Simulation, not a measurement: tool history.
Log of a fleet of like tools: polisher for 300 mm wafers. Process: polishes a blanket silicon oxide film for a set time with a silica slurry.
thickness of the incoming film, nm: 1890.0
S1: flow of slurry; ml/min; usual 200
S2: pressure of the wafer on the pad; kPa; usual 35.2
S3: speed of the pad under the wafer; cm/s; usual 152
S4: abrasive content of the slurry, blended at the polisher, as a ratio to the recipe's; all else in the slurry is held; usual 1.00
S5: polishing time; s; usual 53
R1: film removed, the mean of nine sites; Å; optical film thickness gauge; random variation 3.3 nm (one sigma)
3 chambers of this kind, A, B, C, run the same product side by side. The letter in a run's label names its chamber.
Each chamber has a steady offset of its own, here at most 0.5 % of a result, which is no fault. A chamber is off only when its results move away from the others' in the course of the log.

| run | hour | S1 | S2 | S3 | S4 | S5 | R1 |
|---|---|---|---|---|---|---|---|
| 1B | 4.1 | 200 | 35.2 | 152 | 1.00 | 53 | 2411.6 |
|  | 4.6 | chamber C: worn pad replaced by a new one |
| 2C | 8.1 | 200 | 35.2 | 152 | 1.00 | 53 | 2356.6 |
|  | 8.5 | chamber B: worn pad replaced by a new one |
| 3A | 12.8 | 200 | 35.2 | 152 | 1.00 | 53 | 2390.6 |
| 4C | 18.9 | 200 | 35.2 | 152 | 1.00 | 53 | 2358.3 |
|  | 20.5 | chamber A: worn pad replaced by a new one |
| 5A | 23.8 | 200 | 35.2 | 152 | 1.00 | 53 | 2354.7 |
| 6B | 30.2 | 200 | 35.2 | 152 | 1.00 | 35 | 1564.2 |
| 7C | 33.6 | 200 | 35.2 | 152 | 1.00 | 35 | 1539.3 |
| 8B | 38.7 | 200 | 35.2 | 152 | 1.00 | 35 | 1557.3 |
| 9A | 42.6 | 200 | 35.2 | 152 | 1.00 | 53 | 2373.2 |
| 10B | 45.9 | 200 | 35.2 | 152 | 1.00 | 53 | 2302.5 |
| 11A | 52.8 | 200 | 35.2 | 152 | 1.00 | 53 | 2388.8 |
| 12C | 59.6 | 200 | 35.2 | 152 | 1.00 | 53 | 2383.2 |
| 13A | 63.2 | 200 | 35.2 | 152 | 1.00 | 53 | 2403.2 |
|  | 66.5 | chamber B: worn pad replaced by a new one |
| 14B | 69.4 | 200 | 35.2 | 152 | 1.00 | 53 | 2306.1 |
| 15C | 74.2 | 200 | 35.2 | 152 | 1.00 | 53 | 2374.2 |
|  | 78.2 | chamber C: slurry blender recalibrated |
| 16B | 80.3 | 200 | 35.2 | 152 | 1.00 | 53 | 2349.5 |
| 17A | 83.9 | 225 | 35.2 | 152 | 1.20 | 53 | 2622.3 |
|  | 88.0 | chamber A: slurry blender recalibrated |
| 18C | 90.8 | 225 | 35.2 | 152 | 1.20 | 53 | 2610.0 |
| 19B | 95.7 | 225 | 35.2 | 152 | 1.20 | 53 | 2602.3 |
|  | 96.3 | chamber A: worn pad replaced by a new one |
| 20C | 101.7 | 200 | 35.2 | 152 | 1.00 | 53 | 2460.0 |
|  | 107.0 | chamber A: head pressure recalibrated |
|  | 107.2 | chamber C: worn pad replaced by a new one |
| 21A | 108.0 | 200 | 35.2 | 152 | 1.00 | 53 | 2397.8 |
| 22A | 115.0 | 200 | 35.2 | 194 | 1.10 | 53 | 3001.7 |
| 23C | 121.2 | 200 | 35.2 | 194 | 1.10 | 53 | 3142.8 |
|  | 126.0 | chamber B: worn pad replaced by a new one |
| 24B | 128.4 | 200 | 35.2 | 194 | 1.10 | 53 | 3039.2 |
| 25B | 132.0 | 200 | 35.2 | 152 | 1.00 | 53 | 2310.8 |
| 26A | 136.0 | 200 | 35.2 | 152 | 1.00 | 53 | 2315.8 |
|  | 137.0 | chamber B: conditioning disc replaced and pad reconditioned |
| 27C | 141.7 | 200 | 35.2 | 152 | 1.00 | 53 | 2430.5 |
| 28B | 149.0 | 200 | 35.2 | 152 | 1.00 | 53 | 2325.7 |
| 29C | 153.3 | 200 | 35.2 | 152 | 1.00 | 53 | 2470.9 |
|  | 154.0 | chamber B: slurry blender recalibrated |
| 30A | 158.2 | 200 | 35.2 | 152 | 1.00 | 53 | 2362.7 |
| 31C | 161.8 | 200 | 35.2 | 152 | 1.00 | 53 | 2506.9 |
| 32A | 165.8 | 200 | 35.2 | 152 | 1.00 | 53 | 2377.5 |
| 33B | 170.3 | 200 | 35.2 | 152 | 1.00 | 53 | 2348.5 |
| 34C | 175.3 | 200 | 35.2 | 152 | 1.00 | 53 | 2469.1 |
|  | 175.7 | chamber B: worn pad replaced by a new one |
|  | 176.1 | chamber A: worn pad replaced by a new one |
| 35A | 181.7 | 200 | 35.2 | 152 | 1.00 | 53 | 2398.1 |
| 36B | 186.6 | 200 | 35.2 | 152 | 1.25 | 53 | 2566.4 |
|  | 187.7 | chamber B: slurry nozzle cleaned |
| 37B | 191.9 | 200 | 35.2 | 152 | 1.25 | 53 | 2637.3 |

All 3 chambers run these settings next. Forecast each chamber's results:
| 38A | 197.2 | 200 | 35.2 | 204 | 1.00 | 53 | ? |
| 38B | 197.2 | 200 | 35.2 | 204 | 1.00 | 53 | ? |
| 38C | 197.2 | 200 | 35.2 | 204 | 1.00 | 53 | ? |

| run | R1 |
|---|---|
| 38A | 2987.2 |
| 38B | 3066.8 |
| 38C | 3260.6 |
